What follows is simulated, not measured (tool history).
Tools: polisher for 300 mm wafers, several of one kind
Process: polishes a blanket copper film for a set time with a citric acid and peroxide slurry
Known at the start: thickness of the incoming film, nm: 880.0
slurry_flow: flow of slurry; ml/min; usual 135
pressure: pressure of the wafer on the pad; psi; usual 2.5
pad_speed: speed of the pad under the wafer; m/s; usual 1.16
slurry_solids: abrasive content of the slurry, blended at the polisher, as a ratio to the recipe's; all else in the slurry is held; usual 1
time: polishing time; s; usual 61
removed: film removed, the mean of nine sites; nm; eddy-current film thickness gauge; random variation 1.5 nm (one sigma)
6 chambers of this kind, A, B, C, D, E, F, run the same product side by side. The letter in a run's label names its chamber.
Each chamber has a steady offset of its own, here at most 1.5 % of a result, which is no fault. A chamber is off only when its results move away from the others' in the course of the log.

run	day	slurry_flow	pressure	pad_speed	slurry_solids	time	wafers polished on this pad	hours since the slurry nozzle was cleaned	hours since the head pressure was calibrated	hours since the slurry blender was calibrated	removed
# day 0.021: chamber C: worn pad replaced by a new one
1A	0.525	135	2.5	1.16	1	61	1322	202.2	559.0	175.0	125.08
2C	0.829	135	2.5	1.16	1	61	164	522.2	287.8	76.7	122.35
# day 0.862: chamber E: worn pad replaced by a new one
3E	1.250	135	2.5	1.16	1	61	78	49.6	189.3	339.0	123.46
4B	1.704	135	2.5	1.16	1	61	522	796.0	154.3	176.6	128.31
# day 1.817: chamber F: worn pad replaced by a new one
# day 2.296: chamber A: worn pad replaced by a new one
5F	2.300	135	2.5	1.16	1	61	98	128.2	457.7	153.6	129.83
# day 2.488: chamber F: slurry blender recalibrated
6D	2.667	135	2.5	1.16	1	61	956	249.6	950.4	182.0	130.66
# day 2.888: chamber E: slurry blender recalibrated
7E	2.967	135	2.5	1.16	1	61	427	90.8	230.5	1.9	128.54
8C	3.400	135	2.5	1.16	1	61	686	583.9	349.5	138.4	126.20
9B	3.950	135	2.5	1.16	1	61	978	849.9	208.2	230.5	125.46
# day 4.333: chamber B: worn pad replaced by a new one
# day 4.396: chamber D: worn pad replaced by a new one
10F	4.504	135	2.5	1.16	1	61	545	181.1	510.6	48.4	131.73
# day 4.579: chamber B: slurry nozzle cleaned
11A	4.812	135	2.5	1.16	1	61	510	305.1	661.9	277.9	125.69
# day 5.175: chamber E: worn pad replaced by a new one
# day 5.383: chamber C: worn pad replaced by a new one
12D	5.396	135	2.5	1.16	1	61	203	315.1	1015.9	247.5	129.79
13B	5.988	95	2.5	1.38	1	61	335	33.9	257.1	279.4	137.50
# day 6.100: chamber D: head pressure recalibrated
# day 6.208: chamber A: slurry nozzle cleaned
14C	6.600	95	2.5	1.38	1	61	247	660.7	426.3	215.2	136.99
15D	7.233	95	2.5	1.38	1	61	576	359.2	27.2	291.6	136.64
# day 7.383: chamber F: head pressure recalibrated
16A	7.779	95	2.5	1.38	1	61	1112	37.8	733.1	349.1	141.99
17F	8.417	95	2.5	1.38	1	61	1339	275.0	24.9	142.3	142.85
# day 8.700: chamber A: worn pad replaced by a new one
18E	8.750	95	2.5	1.38	1	61	725	229.6	369.3	140.7	136.46
# day 9.262: chamber D: slurry nozzle cleaned
# day 9.271: chamber F: slurry blender recalibrated
19C	9.438	135	2.5	1.16	1	61	823	728.8	494.4	283.3	123.47
# day 9.621: chamber F: worn pad replaced by a new one
20A	9.783	135	2.5	1.16	1	61	219	85.9	781.2	397.2	127.16
# day 9.871: chamber B: worn pad replaced by a new one
# day 10.146: chamber D: worn pad replaced by a new one
# day 10.167: chamber E: worn pad replaced by a new one
21D	10.329	135	2.5	1.16	1	61	37	25.7	101.5	365.9	127.54
# day 10.550: chamber A: slurry blender recalibrated
# day 10.662: chamber D: slurry blender recalibrated
# day 10.988: chamber C: slurry nozzle cleaned
22E	10.996	135	2.5	1.16	1	61	168	283.5	423.2	194.6	126.69
# day 11.225: chamber C: worn pad replaced by a new one
23B	11.483	135	2.5	1.16	1	61	327	165.8	389.0	411.3	124.97
24F	11.821	135	2.9	1.46	1	61	446	356.7	106.6	61.2	184.69
# day 11.925: chamber C: slurry blender recalibrated
25F	12.479	135	2.9	1.46	1	61	580	372.5	122.4	77.0	186.11
# day 12.788: chamber B: head pressure recalibrated
26B	12.854	135	2.9	1.46	1	61	605	198.7	1.6	444.2	179.74
27A	13.446	135	2.9	1.46	1	61	963	173.8	869.1	69.5	182.63
28D	13.983	135	2.9	1.46	1	61	778	113.4	189.2	79.8	181.10
# day 14.129: chamber E: worn pad replaced by a new one
29C	14.454	135	2.9	1.46	1	61	655	83.3	614.8	60.7	179.04
30E	15.079	135	2.5	1.16	1	61	192	381.5	521.2	292.6	125.74
# day 15.271: chamber B: worn pad replaced by a new one
# day 15.479: chamber F: slurry blender recalibrated
31F	15.667	135	2.5	1.16	1	61	1226	449.0	198.9	4.5	130.17
# day 15.954: chamber E: slurry blender recalibrated
32B	16.283	135	2.5	1.16	1	61	206	281.0	83.9	526.5	123.12
# day 16.388: chamber A: worn pad replaced by a new one
33E	16.625	135	2.5	1.16	1	61	506	418.6	558.3	16.2	128.40
# day 16.879: chamber D: worn pad replaced by a new one
34C	16.967	135	2.5	1.16	1	61	1165	143.6	675.1	121.0	128.13
# day 16.975: chamber C: worn pad replaced by a new one
# day 16.979: chamber F: worn pad replaced by a new one
35A	17.533	135	2.5	1.16	1	61	233	271.9	967.2	167.6	128.88
# day 17.938: chamber E: worn pad replaced by a new one
36D	18.008	135	2.5	1.16	1	61	229	210.0	285.8	176.4	125.79
37F	18.675	135	2.5	1.16	1	61	344	521.2	271.1	76.7	129.61
38D	19.217	135	2.5	1.16	1	61	474	239.0	314.8	205.4	125.92
# day 19.562: chamber A: slurry nozzle cleaned
39A	19.862	135	2.5	1.16	1	61	705	7.2	1023.1	223.5	125.82
# day 20.308: chamber B: worn pad replaced by a new one
40B	20.338	135	2.5	1.16	1	61	5	378.3	181.2	623.8	120.41
41E	21.004	135	2.5	1.16	1	61	622	523.7	663.4	121.3	128.28
42C	21.500	135	2.5	1.16	1	61	918	252.4	783.9	229.8	126.29
43A	21.825	135	2.5	1.16	1	61	1103	54.3	1070.2	270.6	125.64

All 6 chambers run these settings next. Forecast each chamber's results:
44A	22.321	135	2.5	1.16	1	61					?
44B	22.321	135	2.5	1.16	1	61					?
44C	22.321	135	2.5	1.16	1	61					?
44D	22.321	135	2.5	1.16	1	61					?
44E	22.321	135	2.5	1.16	1	61					?
44F	22.321	135	2.5	1.16	1	61					?

run	removed
44A	126.66
44B	116.42
44C	126.08
44D	127.37
44E	126.99
44F	129.22
